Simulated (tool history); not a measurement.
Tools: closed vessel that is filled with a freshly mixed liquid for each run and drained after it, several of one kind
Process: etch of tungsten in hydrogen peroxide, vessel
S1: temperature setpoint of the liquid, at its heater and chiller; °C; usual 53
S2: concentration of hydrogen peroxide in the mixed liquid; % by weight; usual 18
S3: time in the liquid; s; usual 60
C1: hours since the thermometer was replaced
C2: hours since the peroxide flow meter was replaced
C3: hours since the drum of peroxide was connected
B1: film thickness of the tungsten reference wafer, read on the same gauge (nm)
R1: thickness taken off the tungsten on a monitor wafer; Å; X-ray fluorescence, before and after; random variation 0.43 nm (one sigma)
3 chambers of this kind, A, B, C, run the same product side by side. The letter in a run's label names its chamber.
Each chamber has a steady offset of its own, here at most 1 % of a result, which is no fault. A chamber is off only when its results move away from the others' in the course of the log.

run   hour  S1  S2  S3     C1      C2     C3      B1      R1
 1B    7.1  53  18  60   37.4   869.1   17.0  50.031  572.29
 2A   17.8  53  18  60  408.7   794.8  267.4  50.003  569.55
 3C   32.6  53  18  60  530.5   255.6   85.9  50.007  572.39
 4B   41.6  53  18  60   71.9   903.6   51.5  50.006  571.51
 5A   51.6  53  18  60  442.5   828.6  301.2  50.019  581.12
 6C   65.4  53  18  60  563.3   288.4  118.7  49.977  577.00
 7A   76.9  53  18  60  467.8   853.9  326.5  50.006  579.62
 8B   91.6  53  18  60  121.9   953.6  101.5  50.007  564.24
 9C  102.6  53  18  60  600.5   325.6  155.9  49.977  570.82
10B  116.4  53  18  60  146.7   978.4  126.3  49.990  578.21
11C  129.4  53  18  60  627.3   352.4  182.7  49.991  569.08
12A  143.6  53  18  60  534.5   920.6  393.2  50.008  572.21
13B  155.8  53  18  60  186.1  1017.8  165.7  50.005  578.36
14A  168.6  53  18  60  559.5   945.6  418.2  50.006  579.32
15C  181.8  53  18  60  679.7   404.8  235.1  49.999  562.04
16B  191.6  53  18  60  221.9  1053.6  201.5  50.018  574.09
17A  199.5  53  18  60  590.4   976.5  449.1  49.989  579.75
18C  208.2  53  18  60  706.1   431.2  261.5  50.003  549.51
19C  218.1  53  18  60  716.0   441.1  271.4  50.000  561.84
20B  226.3  53  18  60  256.6  1088.3  236.2  50.002  572.28
21A  234.5  53  18  60  625.4  1011.5  484.1  49.998  575.44
22C  242.4  53  18  60  740.3   465.4  295.7  50.004  553.55
23B  251.7  53  18  60  282.0  1113.7  261.6  50.001  572.22
24A  268.0  53  18  60  658.9  1045.0  517.6  50.006  580.33
25C  281.3  53  18  60  779.2   504.3  334.6  49.999  547.79
26B  289.3  53  18  60  319.6  1151.3  299.2  49.982  570.83
27A  301.6  53  18  60  692.5  1078.6  551.2  49.987  579.46
28C  314.6  53  18  60  812.5   537.6  367.9  50.018  550.20
29B  330.4  53  18  60  360.7  1192.4  340.3  50.005  573.26
30A  344.7  53  18  60  735.6  1121.7  594.3  50.009  576.64

All 3 chambers run these settings next. Forecast each chamber's results:
31A  356.5  45  18  60                   ?
31B  356.5  45  18  60                   ?
31C  356.5  45  18  60                   ?

run      R1
31A  349.51
31B  348.93
31C  328.12
